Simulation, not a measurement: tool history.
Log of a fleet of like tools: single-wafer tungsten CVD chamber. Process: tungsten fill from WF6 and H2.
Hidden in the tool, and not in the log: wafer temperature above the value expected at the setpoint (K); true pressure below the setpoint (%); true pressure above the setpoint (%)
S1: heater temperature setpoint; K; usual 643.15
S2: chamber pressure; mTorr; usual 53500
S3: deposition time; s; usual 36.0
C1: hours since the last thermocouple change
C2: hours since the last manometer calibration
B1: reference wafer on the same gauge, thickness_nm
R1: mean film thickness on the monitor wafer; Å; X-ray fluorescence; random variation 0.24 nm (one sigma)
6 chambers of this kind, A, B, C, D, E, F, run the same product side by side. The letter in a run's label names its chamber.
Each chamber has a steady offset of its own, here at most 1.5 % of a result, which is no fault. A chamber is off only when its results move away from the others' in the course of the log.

Run 1A, hour 13.3: usual settings; C1 1237.8; C2 197.1; B1 82.781. Result: R1 752.86 Å.
Run 2E, hour 26.7: usual settings; C1 204.1; C2 1546.7; B1 82.765. Result: R1 757.23 Å.
Run 3F, hour 38.5: usual settings; C1 2099.8; C2 2207.9; B1 82.659. Result: R1 752.94 Å.
Run 4C, hour 49.8: usual settings; C1 436.1; C2 1935.9; B1 82.641. Result: R1 760.14 Å.
Run 5D, hour 61.1: usual settings; C1 1393.9; C2 1507.0; B1 82.732. Result: R1 755.19 Å.
Run 6B, hour 69.0: usual settings; C1 909.1; C2 958.6; B1 82.700. Result: R1 747.47 Å.
Run 7F, hour 79.0: usual settings; C1 2140.3; C2 2248.4; B1 82.736. Result: R1 763.76 Å.
At hour 80.7: chamber A: thermocouple changed; heater temperature recalibrated.
Run 8B, hour 89.6: usual settings; C1 929.7; C2 979.2; B1 82.731. Result: R1 745.42 Å.
Run 9D, hour 97.9: usual settings but S1 649.15 K, S3 32.8 s; C1 1430.7; C2 1543.8; B1 82.725. Result: R1 778.82 Å.
Run 10C, hour 110.5: usual settings but S1 649.15 K, S3 32.8 s; C1 496.8; C2 1996.6; B1 82.752. Result: R1 777.66 Å.
Run 11E, hour 121.0: usual settings but S1 649.15 K, S3 32.8 s; C1 298.4; C2 1641.0; B1 82.658. Result: R1 784.94 Å.
Run 12A, hour 132.4: usual settings but S1 649.15 K, S3 32.8 s; C1 51.7; C2 316.2; B1 82.678. Result: R1 774.34 Å.
Run 13F, hour 141.6: usual settings but S1 649.15 K, S3 32.8 s; C1 2202.9; C2 2311.0; B1 82.741. Result: R1 784.20 Å.
Run 14E, hour 150.6: usual settings but S1 649.15 K, S3 32.8 s; C1 328.0; C2 1670.6; B1 82.710. Result: R1 781.22 Å.
At hour 154.3: chamber F: thermocouple changed; heater temperature recalibrated.
Run 15B, hour 163.8: usual settings; C1 1003.9; C2 1053.4; B1 82.712. Result: R1 748.17 Å.
Run 16A, hour 174.8: usual settings; C1 94.1; C2 358.6; B1 82.693. Result: R1 757.53 Å.
Run 17C, hour 183.0: usual settings; C1 569.3; C2 2069.1; B1 82.699. Result: R1 759.50 Å.
Run 18D, hour 193.9: usual settings; C1 1526.7; C2 1639.8; B1 82.676. Result: R1 760.21 Å.
Run 19A, hour 200.9: usual settings; C1 120.2; C2 384.7; B1 82.707. Result: R1 754.34 Å.
Run 20B, hour 212.6: usual settings; C1 1052.7; C2 1102.2; B1 82.658. Result: R1 746.69 Å.
Run 21C, hour 226.1: usual settings; C1 612.4; C2 2112.2; B1 82.712. Result: R1 758.61 Å.
At hour 238.4: chamber E: capacitance manometer re-zeroed and calibrated.
Run 22F, hour 241.4: usual settings; C1 87.1; C2 2410.8; B1 82.697. Result: R1 756.42 Å.
Run 23D, hour 250.5: usual settings; C1 1583.3; C2 1696.4; B1 82.632. Result: R1 755.33 Å.
Run 24E, hour 261.5: usual settings; C1 438.9; C2 23.2; B1 82.776. Result: R1 777.68 Å.
Run 25A, hour 270.0: usual settings; C1 189.3; C2 453.8; B1 82.684. Result: R1 754.16 Å.
Run 26D, hour 276.9: usual settings; C1 1609.7; C2 1722.8; B1 82.704. Result: R1 757.45 Å.
Run 27C, hour 290.5: usual settings; C1 676.8; C2 2176.6; B1 82.697. Result: R1 759.26 Å.
Run 28E, hour 303.0: usual settings; C1 480.4; C2 64.7; B1 82.681. Result: R1 774.93 Å.
Run 29B, hour 316.5: usual settings but S2 64600 mTorr; C1 1156.6; C2 1206.1; B1 82.719. Result: R1 815.65 Å.
Run 30F, hour 329.1: usual settings but S2 64600 mTorr; C1 174.8; C2 2498.5; B1 82.706. Result: R1 820.31 Å.
Run 31C, hour 340.5: usual settings but S2 64600 mTorr; C1 726.8; C2 2226.6; B1 82.786. Result: R1 825.35 Å.
Run 32D, hour 347.8: usual settings but S2 64600 mTorr; C1 1680.6; C2 1793.7; B1 82.678. Result: R1 824.73 Å.
At hour 351.6: chamber F: capacitance manometer re-zeroed and calibrated.
Run 33A, hour 356.0: usual settings but S2 64600 mTorr; C1 275.3; C2 539.8; B1 82.656. Result: R1 816.10 Å.
Run 34B, hour 370.2: usual settings but S2 64600 mTorr; C1 1210.3; C2 1259.8; B1 82.728. Result: R1 814.50 Å.
Run 35E, hour 379.8: usual settings; C1 557.2; C2 141.5; B1 82.752. Result: R1 779.56 Å.
Run 36F, hour 393.6: usual settings; C1 239.3; C2 42.1; B1 82.633. Result: R1 758.10 Å.
Run 37E, hour 407.9: usual settings; C1 585.3; C2 169.6; B1 82.717. Result: R1 779.82 Å.
Run 38C, hour 419.8: usual settings; C1 806.1; C2 2305.9; B1 82.762. Result: R1 757.42 Å.
Run 39B, hour 426.7: usual settings; C1 1266.8; C2 1316.3; B1 82.729. Result: R1 751.48 Å.
Run 40A, hour 437.9: usual settings but S2 46600 mTorr, S3 30.8 s; C1 357.2; C2 621.7; B1 82.719. Result: R1 605.36 Å.
Run 41D, hour 447.0: usual settings but S2 46600 mTorr, S3 30.8 s; C1 1779.8; C2 1892.9; B1 82.724. Result: R1 610.17 Å.
Run 42F, hour 454.1: usual settings but S2 46600 mTorr, S3 30.8 s; C1 299.8; C2 102.6; B1 82.740. Result: R1 606.92 Å.

What goes on in this fleet: one chamber off, a drifting gauge, or nothing beyond the chambers' own small offsets? Name the chamber and the cause, if any.

A service left chamber E off against the others.
Cause: true pressure above the setpoint (%) = 5.69.

Here are 4 candidates for chamber E's next run, each the usual settings with a change, their results left as question marks. Which one brings its results back in line with what the others give on the usual settings?
In line means no further than this from the other chambers' mean on the usual settings: R1 8.40 Å
Run 43E-1, hour 465.5: usual settings but S3 37.8 s. Result: R1 ?.
Run 43E-2, hour 465.5: usual settings but S1 641.15 K, S2 52800 mTorr. Result: R1 ?.
Run 43E-3, hour 465.5: usual settings but S1 642.15 K, S2 53200 mTorr, S3 35.7 s. Result: R1 ?.
Run 43E-4, hour 465.5: usual settings but S2 54400 mTorr, S3 36.8 s. Result: R1 ?.

The other chambers' mean on the usual settings: R1 754.27 Å
  run      R1
43E-1  817.84
43E-2  742.06
43E-3  754.18
43E-4  802.16
43E-3 brings the chamber back in line.
